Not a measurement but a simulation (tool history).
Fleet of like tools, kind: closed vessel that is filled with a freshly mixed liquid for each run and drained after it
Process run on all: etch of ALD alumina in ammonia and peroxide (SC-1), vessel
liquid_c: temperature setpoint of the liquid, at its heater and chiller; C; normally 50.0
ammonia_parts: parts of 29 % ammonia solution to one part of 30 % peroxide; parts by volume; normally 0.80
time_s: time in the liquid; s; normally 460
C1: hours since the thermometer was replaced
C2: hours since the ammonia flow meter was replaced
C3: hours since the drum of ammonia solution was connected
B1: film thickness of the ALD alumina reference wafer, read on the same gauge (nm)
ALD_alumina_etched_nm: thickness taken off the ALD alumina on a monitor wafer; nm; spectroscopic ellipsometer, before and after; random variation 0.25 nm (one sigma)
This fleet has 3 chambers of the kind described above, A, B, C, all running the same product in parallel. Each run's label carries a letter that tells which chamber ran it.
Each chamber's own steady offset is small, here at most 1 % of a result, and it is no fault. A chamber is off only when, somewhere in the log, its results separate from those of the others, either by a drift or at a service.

{"run": "1C", "day": 0.158, "liquid_c": 50.0, "ammonia_parts": 0.8, "time_s": 460, "C1": 1153.8, "C2": 516.4, "C3": 172.5, "B1": 89.989, "ALD_alumina_etched_nm": 43.992}
{"run": "2A", "day": 0.333, "liquid_c": 50.0, "ammonia_parts": 0.8, "time_s": 460, "C1": 903.5, "C2": 671.6, "C3": 209.6, "B1": 90.011, "ALD_alumina_etched_nm": 43.663}
{"run": "3B", "day": 0.471, "liquid_c": 50.0, "ammonia_parts": 0.8, "time_s": 460, "C1": 856.5, "C2": 558.9, "C3": 373.4, "B1": 89.997, "ALD_alumina_etched_nm": 44.082}
{"run": "4A", "day": 0.604, "liquid_c": 50.0, "ammonia_parts": 0.8, "time_s": 460, "C1": 910.0, "C2": 678.1, "C3": 216.1, "B1": 89.994, "ALD_alumina_etched_nm": 43.715}
{"run": "5B", "day": 0.788, "liquid_c": 50.0, "ammonia_parts": 0.8, "time_s": 460, "C1": 864.1, "C2": 566.5, "C3": 381.0, "B1": 90.002, "ALD_alumina_etched_nm": 43.769}
{"run": "6C", "day": 0.938, "liquid_c": 50.0, "ammonia_parts": 0.8, "time_s": 460, "C1": 1172.5, "C2": 535.1, "C3": 191.2, "B1": 89.999, "ALD_alumina_etched_nm": 44.235}
{"run": "7C", "day": 1.133, "liquid_c": 57.5, "ammonia_parts": 0.8, "time_s": 315, "C1": 1177.2, "C2": 539.8, "C3": 195.9, "B1": 89.99, "ALD_alumina_etched_nm": 45.118}
{"run": "8A", "day": 1.292, "liquid_c": 57.5, "ammonia_parts": 0.8, "time_s": 315, "C1": 926.5, "C2": 694.6, "C3": 232.6, "B1": 89.981, "ALD_alumina_etched_nm": 44.749}
{"run": "9B", "day": 1.471, "liquid_c": 57.5, "ammonia_parts": 0.8, "time_s": 315, "C1": 880.5, "C2": 582.9, "C3": 397.4, "B1": 89.992, "ALD_alumina_etched_nm": 44.759}
{"run": "10B", "day": 1.65, "liquid_c": 50.0, "ammonia_parts": 0.8, "time_s": 460, "C1": 884.8, "C2": 587.2, "C3": 401.7, "B1": 90.0, "ALD_alumina_etched_nm": 44.228}
{"run": "11C", "day": 1.754, "liquid_c": 50.0, "ammonia_parts": 0.8, "time_s": 460, "C1": 1192.1, "C2": 554.7, "C3": 210.8, "B1": 90.01, "ALD_alumina_etched_nm": 44.386}
{"run": "12A", "day": 1.9, "liquid_c": 44.5, "ammonia_parts": 0.5, "time_s": 460, "C1": 941.1, "C2": 709.2, "C3": 247.2, "B1": 90.002, "ALD_alumina_etched_nm": 30.554}
{"day": 1.938, "done": "chamber C: new drum of ammonia solution connected"}
{"run": "13B", "day": 1.996, "liquid_c": 44.5, "ammonia_parts": 0.5, "time_s": 460, "C1": 893.1, "C2": 595.5, "C3": 410.0, "B1": 90.015, "ALD_alumina_etched_nm": 30.863}
{"run": "14A", "day": 2.138, "liquid_c": 44.5, "ammonia_parts": 0.5, "time_s": 460, "C1": 946.8, "C2": 714.9, "C3": 252.9, "B1": 90.014, "ALD_alumina_etched_nm": 30.756}
{"run": "15C", "day": 2.292, "liquid_c": 50.0, "ammonia_parts": 0.8, "time_s": 460, "C1": 1205.0, "C2": 567.6, "C3": 8.5, "B1": 89.995, "ALD_alumina_etched_nm": 44.419}
{"run": "16A", "day": 2.442, "liquid_c": 46.0, "ammonia_parts": 0.8, "time_s": 460, "C1": 954.1, "C2": 722.2, "C3": 260.2, "B1": 89.998, "ALD_alumina_etched_nm": 35.122}
{"run": "17C", "day": 2.538, "liquid_c": 46.0, "ammonia_parts": 0.8, "time_s": 460, "C1": 1210.9, "C2": 573.5, "C3": 14.4, "B1": 90.003, "ALD_alumina_etched_nm": 35.066}
{"run": "18B", "day": 2.65, "liquid_c": 46.0, "ammonia_parts": 0.8, "time_s": 460, "C1": 908.8, "C2": 611.2, "C3": 425.7, "B1": 90.005, "ALD_alumina_etched_nm": 35.05}
{"run": "19B", "day": 2.75, "liquid_c": 50.0, "ammonia_parts": 0.95, "time_s": 460, "C1": 911.2, "C2": 613.6, "C3": 428.1, "B1": 90.028, "ALD_alumina_etched_nm": 44.547}
{"run": "20C", "day": 2.912, "liquid_c": 50.0, "ammonia_parts": 0.95, "time_s": 460, "C1": 1219.9, "C2": 582.5, "C3": 23.4, "B1": 89.998, "ALD_alumina_etched_nm": 44.774}
{"run": "21A", "day": 3.071, "liquid_c": 50.0, "ammonia_parts": 0.95, "time_s": 460, "C1": 969.2, "C2": 737.3, "C3": 275.3, "B1": 90.007, "ALD_alumina_etched_nm": 44.735}
{"run": "22A", "day": 3.283, "liquid_c": 50.0, "ammonia_parts": 0.8, "time_s": 460, "C1": 974.3, "C2": 742.4, "C3": 280.4, "B1": 89.999, "ALD_alumina_etched_nm": 43.45}
{"day": 3.346, "done": "chamber B: thermometer replaced"}
{"run": "23C", "day": 3.479, "liquid_c": 50.0, "ammonia_parts": 0.8, "time_s": 460, "C1": 1233.5, "C2": 596.1, "C3": 37.0, "B1": 90.012, "ALD_alumina_etched_nm": 44.289}
{"run": "24B", "day": 3.683, "liquid_c": 50.0, "ammonia_parts": 0.8, "time_s": 460, "C1": 8.1, "C2": 636.0, "C3": 450.5, "B1": 89.985, "ALD_alumina_etched_nm": 43.788}
{"run": "25B", "day": 3.838, "liquid_c": 50.0, "ammonia_parts": 0.8, "time_s": 460, "C1": 11.8, "C2": 639.7, "C3": 454.2, "B1": 90.009, "ALD_alumina_etched_nm": 43.83}
{"run": "26A", "day": 3.992, "liquid_c": 50.0, "ammonia_parts": 0.8, "time_s": 460, "C1": 991.3, "C2": 759.4, "C3": 297.4, "B1": 90.004, "ALD_alumina_etched_nm": 44.141}
{"run": "27C", "day": 4.133, "liquid_c": 50.0, "ammonia_parts": 0.8, "time_s": 460, "C1": 1249.2, "C2": 611.8, "C3": 52.7, "B1": 89.983, "ALD_alumina_etched_nm": 44.118}
{"run": "28C", "day": 4.271, "liquid_c": 50.0, "ammonia_parts": 0.8, "time_s": 460, "C1": 1252.5, "C2": 615.1, "C3": 56.0, "B1": 90.0, "ALD_alumina_etched_nm": 44.424}
{"run": "29B", "day": 4.45, "liquid_c": 46.0, "ammonia_parts": 0.8, "time_s": 195, "C1": 26.5, "C2": 654.4, "C3": 468.9, "B1": 90.017, "ALD_alumina_etched_nm": 15.134}
{"run": "30A", "day": 4.65, "liquid_c": 46.0, "ammonia_parts": 0.8, "time_s": 195, "C1": 1007.1, "C2": 775.2, "C3": 313.2, "B1": 89.999, "ALD_alumina_etched_nm": 14.759}
{"run": "31C", "day": 4.788, "liquid_c": 46.0, "ammonia_parts": 0.8, "time_s": 195, "C1": 1264.9, "C2": 627.5, "C3": 68.4, "B1": 89.986, "ALD_alumina_etched_nm": 15.088}
{"run": "32B", "day": 4.9, "liquid_c": 50.0, "ammonia_parts": 0.8, "time_s": 460, "C1": 37.3, "C2": 665.2, "C3": 479.7, "B1": 90.014, "ALD_alumina_etched_nm": 43.775}
{"run": "33A", "day": 5.025, "liquid_c": 50.0, "ammonia_parts": 0.8, "time_s": 460, "C1": 1016.1, "C2": 784.2, "C3": 322.2, "B1": 90.003, "ALD_alumina_etched_nm": 43.362}
{"run": "34B", "day": 5.121, "liquid_c": 50.0, "ammonia_parts": 0.8, "time_s": 680, "C1": 42.6, "C2": 670.5, "C3": 485.0, "B1": 89.993, "ALD_alumina_etched_nm": 64.739}
{"run": "35C", "day": 5.317, "liquid_c": 50.0, "ammonia_parts": 0.8, "time_s": 680, "C1": 1277.6, "C2": 640.2, "C3": 81.1, "B1": 89.996, "ALD_alumina_etched_nm": 65.052}

Read the log: is a single chamber off, either drifting away or since a service, is the gauge that measures every chamber drifting, or is nothing wrong beyond small per-chamber offsets? Name any odd chamber and what most likely caused it.

Neither any chamber nor the gauge drifts; the chambers differ only by their own small, steady offsets.
